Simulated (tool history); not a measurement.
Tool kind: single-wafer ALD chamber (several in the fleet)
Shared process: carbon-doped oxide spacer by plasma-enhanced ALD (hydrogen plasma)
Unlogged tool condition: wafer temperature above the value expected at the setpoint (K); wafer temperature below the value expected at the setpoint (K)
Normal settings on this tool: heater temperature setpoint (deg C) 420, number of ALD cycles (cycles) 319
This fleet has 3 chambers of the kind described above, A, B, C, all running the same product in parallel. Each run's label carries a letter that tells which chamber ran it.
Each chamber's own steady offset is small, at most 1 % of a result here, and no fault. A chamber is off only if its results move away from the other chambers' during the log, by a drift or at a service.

run     day  heater temperature setpoint (deg C)  number of ALD cycles (cycles)  hours since the last thermocouple change  read-back reference wafer on the same gauge, thickness_nm  mean film thickness on the monitor wafer (angstrom)
 1A   0.338                                  420                            319                                    1151.1                                                      17.29                                               149.36
 2C   0.871                                  420                            319                                     877.1                                                     17.301                                                150.8
 3B   1.346                                  420                            319                                    1941.5                                                      17.31                                               149.29
 4A   1.817                                  420                            319                                    1186.6                                                     17.318                                               149.42
 5C   2.175                                  420                            319                                     908.4                                                      17.29                                               150.16
 6B   2.512                                  420                            270                                    1969.5                                                     17.293                                               126.73
 7B    2.95                                  420                            270                                      1980                                                     17.294                                               127.24
 8A   3.438                                  420                            270                                    1225.5                                                     17.286                                               125.87
 9C   3.767                                  420                            319                                     946.6                                                     17.315                                               150.34
10C   4.217                                  420                            319                                     957.4                                                     17.309                                               151.05
11A   4.729                                  420                            319                                    1256.5                                                     17.302                                               149.12
12B   5.258                                  420                            319                                    2035.4                                                     17.289                                               150.16
13B    5.55                                  420                            319                                    2042.4                                                     17.298                                               150.46
14A   5.921                                  420                            319                                    1285.1                                                     17.297                                               148.34
15C   6.308                                  420                            319                                    1007.6                                                     17.297                                               151.54
16C     6.9                                  420                            319                                    1021.8                                                     17.296                                               150.81
17A   7.242                                  420                            319                                    1316.8                                                     17.305                                               148.18
18B   7.575                                  420                            319                                      2091                                                     17.297                                               150.07
19A    7.85                                  420                            319                                    1331.4                                                     17.285                                               148.62
20C   8.238                                  420                            319                                    1053.9                                                     17.286                                               150.85
21B   8.521                                  420                            319                                    2113.7                                                     17.308                                               149.97
22C    8.85                                  420                            319                                    1068.6                                                     17.313                                               150.96
23B   9.396                                  420                            319                                    2134.7                                                     17.307                                                150.1
24A   9.833                                  420                            319                                      1379                                                     17.308                                                149.4
25A    10.4                                  420                            319                                    1392.6                                                     17.301                                               148.71
26B  10.975                                  420                            319                                    2172.6                                                     17.288                                               149.79
27C   11.55                                  407                            381                                    1133.4                                                     17.315                                               188.42
28C  11.933                                  407                            381                                    1142.6                                                     17.301                                               188.62
29A  12.442                                  407                            381                                    1441.6                                                     17.306                                               185.02
30B  12.733                                  420                            319                                    2214.8                                                     17.298                                               150.61
31A  13.312                                  420                            319                                    1462.5                                                     17.291                                               149.21
32B  13.679                                  420                            319                                    2237.5                                                     17.303                                               150.28
33C  14.142                                  420                            319                                    1195.6                                                     17.309                                               151.13
34B  14.446                                  420                            319                                    2255.9                                                     17.297                                               150.52
35A  14.733                                  420                            319                                    1496.6                                                      17.28                                               149.44
36C  15.096                                  420                            319                                    1218.5                                                     17.298                                               151.16
     15.346  -- chamber A: thermocouple changed; heater temperature recalibrated
37A  15.454                                  420                            319                                       2.7                                                       17.3                                               148.97
38C      16                                  420                            319                                    1240.2                                                     17.302                                               150.42
39B  16.471                                  434                            345                                    2304.5                                                     17.284                                               154.94
40B  16.888                                  434                            345                                    2314.5                                                     17.291                                               155.43
41C  17.154                                  434                            345                                    1267.9                                                     17.301                                               156.73
42A  17.604                                  413                            319                                      54.3                                                     17.309                                               150.44
43B  18.067                                  413                            319                                    2342.8                                                     17.291                                               153.72
44A  18.362                                  413                            319                                      72.5                                                     17.305                                               151.02

For the next run the whole fleet of 3 chambers uses the same settings. Give each chamber's results:
45A  18.796                                  420                            319                                                                                                                                                         ?
45B  18.796                                  420                            319                                                                                                                                                         ?
45C  18.796                                  420                            319                                                                                                                                                         ?

run  mean film thickness on the monitor wafer (angstrom)
45A                                               148.45
45B                                               149.81
45C                                               150.02

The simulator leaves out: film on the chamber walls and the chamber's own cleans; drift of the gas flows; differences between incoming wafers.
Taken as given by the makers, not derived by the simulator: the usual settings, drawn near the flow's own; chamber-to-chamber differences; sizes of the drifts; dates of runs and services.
